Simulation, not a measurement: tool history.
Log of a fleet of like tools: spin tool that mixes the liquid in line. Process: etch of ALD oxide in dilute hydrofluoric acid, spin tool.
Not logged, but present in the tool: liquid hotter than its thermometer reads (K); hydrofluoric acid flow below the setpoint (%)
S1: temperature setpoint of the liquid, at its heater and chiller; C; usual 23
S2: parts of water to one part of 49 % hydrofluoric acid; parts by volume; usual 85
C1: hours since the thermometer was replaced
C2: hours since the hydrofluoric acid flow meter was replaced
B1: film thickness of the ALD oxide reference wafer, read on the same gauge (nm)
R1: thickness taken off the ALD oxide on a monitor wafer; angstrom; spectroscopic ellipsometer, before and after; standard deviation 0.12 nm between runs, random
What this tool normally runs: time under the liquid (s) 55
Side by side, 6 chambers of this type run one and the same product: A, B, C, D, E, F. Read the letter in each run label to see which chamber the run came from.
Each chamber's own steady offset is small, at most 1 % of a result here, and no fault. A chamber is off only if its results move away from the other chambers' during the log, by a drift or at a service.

{"run": "1A", "hour": 3.0, "S1": 23, "S2": 85, "time under the liquid (s)": 55, "C1": 1720.8, "C2": 886.3, "B1": 90.005, "R1": 152.49}
{"run": "2C", "hour": 6.0, "S1": 23, "S2": 85, "time under the liquid (s)": 55, "C1": 239.6, "C2": 148.1, "B1": 89.98, "R1": 155.34}
{"run": "3F", "hour": 8.4, "S1": 23, "S2": 85, "time under the liquid (s)": 55, "C1": 566.7, "C2": 1429.5, "B1": 90.03, "R1": 155.77}
{"run": "4B", "hour": 10.8, "S1": 23, "S2": 85, "time under the liquid (s)": 55, "C1": 2929.4, "C2": 533.4, "B1": 89.998, "R1": 154.06}
{"run": "5E", "hour": 14.2, "S1": 23, "S2": 85, "time under the liquid (s)": 55, "C1": 983.4, "C2": 1115.9, "B1": 90.021, "R1": 155.1}
{"run": "6D", "hour": 18.6, "S1": 23, "S2": 85, "time under the liquid (s)": 55, "C1": 299.1, "C2": 516.8, "B1": 89.961, "R1": 156.94}
{"run": "7C", "hour": 22.5, "S1": 23, "S2": 85, "time under the liquid (s)": 55, "C1": 256.1, "C2": 164.6, "B1": 89.925, "R1": 156.18}
{"run": "8F", "hour": 24.9, "S1": 23, "S2": 85, "time under the liquid (s)": 55, "C1": 583.2, "C2": 1446, "B1": 89.962, "R1": 155.62}
{"run": "9B", "hour": 27.0, "S1": 23, "S2": 85, "time under the liquid (s)": 55, "C1": 2945.6, "C2": 549.6, "B1": 89.963, "R1": 156.04}
{"run": "10E", "hour": 30.5, "S1": 23, "S2": 85, "time under the liquid (s)": 55, "C1": 999.7, "C2": 1132.2, "B1": 90.023, "R1": 156.55}
{"run": "11A", "hour": 33.0, "S1": 23, "S2": 55, "time under the liquid (s)": 25, "C1": 1750.8, "C2": 916.3, "B1": 90.021, "R1": 112.77}
{"run": "12D", "hour": 36.9, "S1": 23, "S2": 55, "time under the liquid (s)": 25, "C1": 317.4, "C2": 535.1, "B1": 90.004, "R1": 113.3}
{"run": "13E", "hour": 39.7, "S1": 23, "S2": 55, "time under the liquid (s)": 25, "C1": 1008.9, "C2": 1141.4, "B1": 89.981, "R1": 112.65}
{"run": "14F", "hour": 41.9, "S1": 23, "S2": 55, "time under the liquid (s)": 25, "C1": 600.2, "C2": 1463, "B1": 89.917, "R1": 116.61}
{"run": "15D", "hour": 45.7, "S1": 23, "S2": 55, "time under the liquid (s)": 25, "C1": 326.2, "C2": 543.9, "B1": 90.003, "R1": 115.05}
{"run": "16A", "hour": 50.0, "S1": 23, "S2": 55, "time under the liquid (s)": 25, "C1": 1767.8, "C2": 933.3, "B1": 89.993, "R1": 113.9}
{"run": "17B", "hour": 53.9, "S1": 23, "S2": 85, "time under the liquid (s)": 55, "C1": 2972.5, "C2": 576.5, "B1": 90.012, "R1": 157.64}
{"run": "18C", "hour": 56.0, "S1": 23, "S2": 85, "time under the liquid (s)": 55, "C1": 289.6, "C2": 198.1, "B1": 90.004, "R1": 154.04}
{"run": "19E", "hour": 59.5, "S1": 25.5, "S2": 85, "time under the liquid (s)": 35, "C1": 1028.7, "C2": 1161.2, "B1": 89.941, "R1": 109.69}
{"run": "20A", "hour": 63.1, "S1": 25.5, "S2": 85, "time under the liquid (s)": 35, "C1": 1780.9, "C2": 946.4, "B1": 89.961, "R1": 109.65}
{"run": "21B", "hour": 66.4, "S1": 25.5, "S2": 85, "time under the liquid (s)": 35, "C1": 2985, "C2": 589, "B1": 90.009, "R1": 107.58}
{"run": "22F", "hour": 70.2, "S1": 25.5, "S2": 85, "time under the liquid (s)": 35, "C1": 628.5, "C2": 1491.3, "B1": 90.026, "R1": 109.7}
{"run": "23D", "hour": 72.5, "S1": 25.5, "S2": 85, "time under the liquid (s)": 35, "C1": 353, "C2": 570.7, "B1": 90.017, "R1": 111.71}
{"run": "24C", "hour": 76.3, "S1": 25.5, "S2": 85, "time under the liquid (s)": 35, "C1": 309.9, "C2": 218.4, "B1": 90.008, "R1": 107.76}
{"run": "25D", "hour": 79.0, "S1": 23, "S2": 85, "time under the liquid (s)": 55, "C1": 359.5, "C2": 577.2, "B1": 90, "R1": 159.7}
{"run": "26C", "hour": 82.6, "S1": 23, "S2": 85, "time under the liquid (s)": 55, "C1": 316.2, "C2": 224.7, "B1": 90.027, "R1": 156.3}
{"run": "27F", "hour": 86.1, "S1": 23, "S2": 55, "time under the liquid (s)": 55, "C1": 644.4, "C2": 1507.2, "B1": 90.004, "R1": 250.92}
{"run": "28A", "hour": 89.9, "S1": 23, "S2": 55, "time under the liquid (s)": 55, "C1": 1807.7, "C2": 973.2, "B1": 90.087, "R1": 248.71}
{"run": "29B", "hour": 93.7, "S1": 23, "S2": 55, "time under the liquid (s)": 55, "C1": 3012.3, "C2": 616.3, "B1": 90.015, "R1": 249.6}
{"run": "30E", "hour": 97.5, "S1": 23, "S2": 55, "time under the liquid (s)": 55, "C1": 1066.7, "C2": 1199.2, "B1": 90.049, "R1": 245.97}
{"run": "31B", "hour": 99.8, "S1": 23, "S2": 55, "time under the liquid (s)": 55, "C1": 3018.4, "C2": 622.4, "B1": 89.924, "R1": 250.31}
{"run": "32D", "hour": 104.0, "S1": 23, "S2": 55, "time under the liquid (s)": 55, "C1": 384.5, "C2": 602.2, "B1": 89.998, "R1": 258.53}
{"run": "33A", "hour": 106.4, "S1": 23, "S2": 85, "time under the liquid (s)": 55, "C1": 1824.2, "C2": 989.7, "B1": 90.021, "R1": 152.63}
{"run": "34E", "hour": 108.4, "S1": 23, "S2": 85, "time under the liquid (s)": 55, "C1": 1077.6, "C2": 1210.1, "B1": 90.015, "R1": 153.76}
{"run": "35C", "hour": 112.8, "S1": 23, "S2": 85, "time under the liquid (s)": 55, "C1": 346.4, "C2": 254.9, "B1": 90.022, "R1": 154.18}
{"run": "36F", "hour": 116.4, "S1": 23, "S2": 85, "time under the liquid (s)": 55, "C1": 674.7, "C2": 1537.5, "B1": 90.053, "R1": 155.44}
{"run": "37F", "hour": 120.8, "S1": 23, "S2": 85, "time under the liquid (s)": 55, "C1": 679.1, "C2": 1541.9, "B1": 90.023, "R1": 155.72}
{"run": "38A", "hour": 125.1, "S1": 23, "S2": 65, "time under the liquid (s)": 55, "C1": 1842.9, "C2": 1008.4, "B1": 89.991, "R1": 207.39}
{"run": "39E", "hour": 128.0, "S1": 23, "S2": 65, "time under the liquid (s)": 55, "C1": 1097.2, "C2": 1229.7, "B1": 89.975, "R1": 208.2}
{"run": "40C", "hour": 132.3, "S1": 23, "S2": 65, "time under the liquid (s)": 55, "C1": 365.9, "C2": 274.4, "B1": 89.953, "R1": 207.71}
{"run": "41B", "hour": 135.1, "S1": 23, "S2": 65, "time under the liquid (s)": 55, "C1": 3053.7, "C2": 657.7, "B1": 90.018, "R1": 207.36}

Next, every chamber runs the same settings. What will each give?
{"run": "42A", "hour": 138.4, "S1": 27.5, "S2": 85, "time under the liquid (s)": 55, "R1": "?"}
{"run": "42B", "hour": 138.4, "S1": 27.5, "S2": 85, "time under the liquid (s)": 55, "R1": "?"}
{"run": "42C", "hour": 138.4, "S1": 27.5, "S2": 85, "time under the liquid (s)": 55, "R1": "?"}
{"run": "42D", "hour": 138.4, "S1": 27.5, "S2": 85, "time under the liquid (s)": 55, "R1": "?"}
{"run": "42E", "hour": 138.4, "S1": 27.5, "S2": 85, "time under the liquid (s)": 55, "R1": "?"}
{"run": "42F", "hour": 138.4, "S1": 27.5, "S2": 85, "time under the liquid (s)": 55, "R1": "?"}

run=42A R1=184.23
run=42B R1=183.53
run=42C R1=185.37
run=42D R1=199.95
run=42E R1=185.27
run=42F R1=185.97

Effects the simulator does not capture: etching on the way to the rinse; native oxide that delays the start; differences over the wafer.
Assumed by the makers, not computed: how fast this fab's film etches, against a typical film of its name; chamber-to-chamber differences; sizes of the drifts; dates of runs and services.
